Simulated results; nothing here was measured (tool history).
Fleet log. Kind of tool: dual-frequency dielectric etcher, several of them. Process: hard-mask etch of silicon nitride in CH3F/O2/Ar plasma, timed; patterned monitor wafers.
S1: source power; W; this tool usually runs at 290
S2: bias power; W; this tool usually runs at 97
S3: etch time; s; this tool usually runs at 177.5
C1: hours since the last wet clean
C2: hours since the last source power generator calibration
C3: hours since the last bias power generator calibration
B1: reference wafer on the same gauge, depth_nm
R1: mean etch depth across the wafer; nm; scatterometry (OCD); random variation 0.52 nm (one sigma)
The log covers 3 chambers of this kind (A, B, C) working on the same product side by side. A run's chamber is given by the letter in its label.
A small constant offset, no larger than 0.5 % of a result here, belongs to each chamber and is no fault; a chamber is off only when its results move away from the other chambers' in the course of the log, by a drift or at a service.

run 1A hour=8.5 | S1=290 S2=97 S3=177.5 | C1=123.8 C2=69.6 C3=3322.1 | B1=99.883 | R1=122.580
run 2C hour=14.8 | S1=290 S2=97 S3=177.5 | C1=474.0 C2=1072.2 C3=200.5 | B1=100.050 | R1=122.990
run 3B hour=24.4 | S1=290 S2=97 S3=177.5 | C1=399.4 C2=625.4 C3=770.7 | B1=99.957 | R1=121.930
run 4C hour=31.3 | S1=290 S2=97 S3=177.5 | C1=490.5 C2=1088.7 C3=217.0 | B1=100.060 | R1=123.560
run 5B hour=40.2 | S1=290 S2=97 S3=229.0 | C1=415.2 C2=641.2 C3=786.5 | B1=99.908 | R1=156.790
run 6A hour=49.3 | S1=290 S2=97 S3=229.0 | C1=164.6 C2=110.4 C3=3362.9 | B1=99.920 | R1=158.350
run 7C hour=57.3 | S1=290 S2=97 S3=229.0 | C1=516.5 C2=1114.7 C3=243.0 | B1=99.934 | R1=158.760
run 8B hour=65.9 | S1=290 S2=97 S3=177.5 | C1=440.9 C2=666.9 C3=812.2 | B1=99.977 | R1=121.850
run 9A hour=75.6 | S1=290 S2=97 S3=177.5 | C1=190.9 C2=136.7 C3=3389.2 | B1=100.020 | R1=122.330
run 10A hour=80.4 | S1=290 S2=97 S3=177.5 | C1=195.7 C2=141.5 C3=3394.0 | B1=99.961 | R1=121.870
run 11B hour=89.6 | S1=290 S2=97 S3=177.5 | C1=464.6 C2=690.6 C3=835.9 | B1=99.984 | R1=122.610
run 12C hour=96.2 | S1=290 S2=97 S3=177.5 | C1=555.4 C2=1153.6 C3=281.9 | B1=99.936 | R1=123.220
run 13B hour=100.5 | S1=290 S2=97 S3=177.5 | C1=475.5 C2=701.5 C3=846.8 | B1=100.020 | R1=122.170
-- hour=104.6 chamber B: wet clean of the chamber
run 14C hour=107.0 | S1=290 S2=97 S3=177.5 | C1=566.2 C2=1164.4 C3=292.7 | B1=99.958 | R1=123.410
run 15A hour=116.2 | S1=290 S2=97 S3=177.5 | C1=231.5 C2=177.3 C3=3429.8 | B1=99.986 | R1=122.350
run 16A hour=120.6 | S1=290 S2=97 S3=177.5 | C1=235.9 C2=181.7 C3=3434.2 | B1=99.949 | R1=122.990
run 17C hour=128.3 | S1=270 S2=97 S3=126.5 | C1=587.5 C2=1185.7 C3=314.0 | B1=99.965 | R1=85.112
run 18B hour=135.2 | S1=270 S2=97 S3=126.5 | C1=30.7 C2=736.2 C3=881.5 | B1=100.080 | R1=84.601
-- hour=136.4 chamber C: wet clean of the chamber
run 19C hour=140.9 | S1=270 S2=97 S3=126.5 | C1=4.6 C2=1198.3 C3=326.6 | B1=100.140 | R1=85.356
run 20A hour=147.6 | S1=290 S2=97 S3=177.5 | C1=262.9 C2=208.7 C3=3461.2 | B1=100.030 | R1=122.330
run 21B hour=154.2 | S1=290 S2=97 S3=177.5 | C1=49.7 C2=755.2 C3=900.5 | B1=99.994 | R1=121.970
run 22C hour=158.8 | S1=290 S2=97 S3=177.5 | C1=22.5 C2=1216.2 C3=344.5 | B1=99.958 | R1=122.660

Each of the 3 chambers runs these same settings next. Fill in every chamber's results:
run 23A hour=165.7 | S1=290 S2=97 S3=177.5 | R1=?
run 23B hour=165.7 | S1=290 S2=97 S3=177.5 | R1=?
run 23C hour=165.7 | S1=290 S2=97 S3=177.5 | R1=?

run=23A R1=122.310
run=23B R1=121.660
run=23C R1=123.130
